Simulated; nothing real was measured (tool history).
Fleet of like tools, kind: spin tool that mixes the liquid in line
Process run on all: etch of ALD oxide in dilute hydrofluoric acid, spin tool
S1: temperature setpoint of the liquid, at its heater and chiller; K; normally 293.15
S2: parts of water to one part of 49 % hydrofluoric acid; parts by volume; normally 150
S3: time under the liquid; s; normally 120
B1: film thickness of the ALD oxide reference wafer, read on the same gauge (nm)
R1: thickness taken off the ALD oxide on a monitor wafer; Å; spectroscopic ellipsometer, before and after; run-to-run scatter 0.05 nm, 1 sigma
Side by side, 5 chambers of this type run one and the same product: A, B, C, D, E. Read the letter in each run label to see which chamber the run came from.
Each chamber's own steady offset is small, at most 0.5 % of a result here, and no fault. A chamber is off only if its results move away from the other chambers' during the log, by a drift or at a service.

| run | hour | S1 | S2 | S3 | B1 | R1 |
|---|---|---|---|---|---|---|
|  | 2.1 | chamber A: thermometer replaced |
|  | 9.8 | chamber C: thermometer replaced |
| 1D | 11.4 | 293.15 | 150 | 120 | 80.014 | 116.53 |
|  | 19 | chamber A: hydrofluoric acid flow meter replaced |
| 2C | 24.6 | 293.15 | 150 | 120 | 80.01 | 116.69 |
| 3B | 35.9 | 293.15 | 150 | 120 | 79.996 | 117.69 |
| 4E | 43.6 | 293.15 | 150 | 120 | 79.976 | 116.38 |
| 5A | 52.9 | 293.15 | 150 | 120 | 80.015 | 116.55 |
| 6C | 65.3 | 293.15 | 150 | 120 | 79.989 | 116.05 |
| 7D | 72.7 | 293.15 | 150 | 120 | 79.986 | 115.36 |
| 8A | 80 | 293.15 | 150 | 120 | 80.031 | 116.2 |
|  | 85.3 | chamber C: hydrofluoric acid flow meter replaced |
| 9E | 88.8 | 293.15 | 150 | 120 | 79.986 | 116.09 |
| 10B | 100.5 | 293.15 | 150 | 120 | 79.997 | 117.31 |
| 11D | 112.6 | 293.15 | 150 | 160 | 80.015 | 154.03 |
| 12C | 119.4 | 293.15 | 150 | 160 | 80.012 | 154.82 |
| 13E | 127 | 293.15 | 150 | 160 | 80.016 | 154.04 |
| 14A | 135.1 | 293.15 | 150 | 160 | 79.964 | 154.65 |
|  | 140.7 | chamber B: thermometer replaced |
| 15B | 147.2 | 293.15 | 150 | 160 | 79.985 | 156.04 |
| 16E | 156.6 | 293.15 | 150 | 120 | 80.019 | 113.88 |
| 17C | 168.4 | 293.15 | 150 | 90 | 80.026 | 87.394 |
| 18D | 176.8 | 293.15 | 150 | 90 | 80.012 | 87.314 |
| 19B | 187.1 | 293.15 | 150 | 90 | 79.985 | 87.9 |
| 20A | 197.6 | 293.15 | 150 | 90 | 80.015 | 86.735 |
| 21B | 207.6 | 293.15 | 150 | 90 | 80.019 | 87.715 |
| 22D | 215.9 | 293.15 | 150 | 120 | 80.02 | 116.01 |
| 23C | 227.6 | 293.15 | 150 | 120 | 79.988 | 116.15 |
| 24E | 239.1 | 293.15 | 150 | 120 | 79.977 | 111.77 |
| 25A | 247.4 | 293.15 | 150 | 120 | 80.014 | 115.32 |
| 26A | 255.7 | 293.15 | 150 | 120 | 80.022 | 116.42 |
| 27D | 267.5 | 293.15 | 150 | 120 | 79.974 | 115.45 |
| 28E | 278.6 | 293.15 | 150 | 120 | 80.011 | 110.84 |
| 29C | 287.4 | 293.15 | 150 | 120 | 79.99 | 116.58 |
| 30B | 299.2 | 293.15 | 125 | 185 | 80.008 | 223.28 |
| 31A | 308.9 | 293.15 | 125 | 185 | 80.016 | 219.26 |

Next, all 5 chambers run the settings below, one line each with question marks for the results. What does each chamber give?
| 32A | 318.7 | 295.15 | 150 | 120 |  | ? |
| 32B | 318.7 | 295.15 | 150 | 120 |  | ? |
| 32C | 318.7 | 295.15 | 150 | 120 |  | ? |
| 32D | 318.7 | 295.15 | 150 | 120 |  | ? |
| 32E | 318.7 | 295.15 | 150 | 120 |  | ? |

| run | R1 |
|---|---|
| 32A | 125.45 |
| 32B | 126.29 |
| 32C | 125.44 |
| 32D | 126.08 |
| 32E | 119.17 |
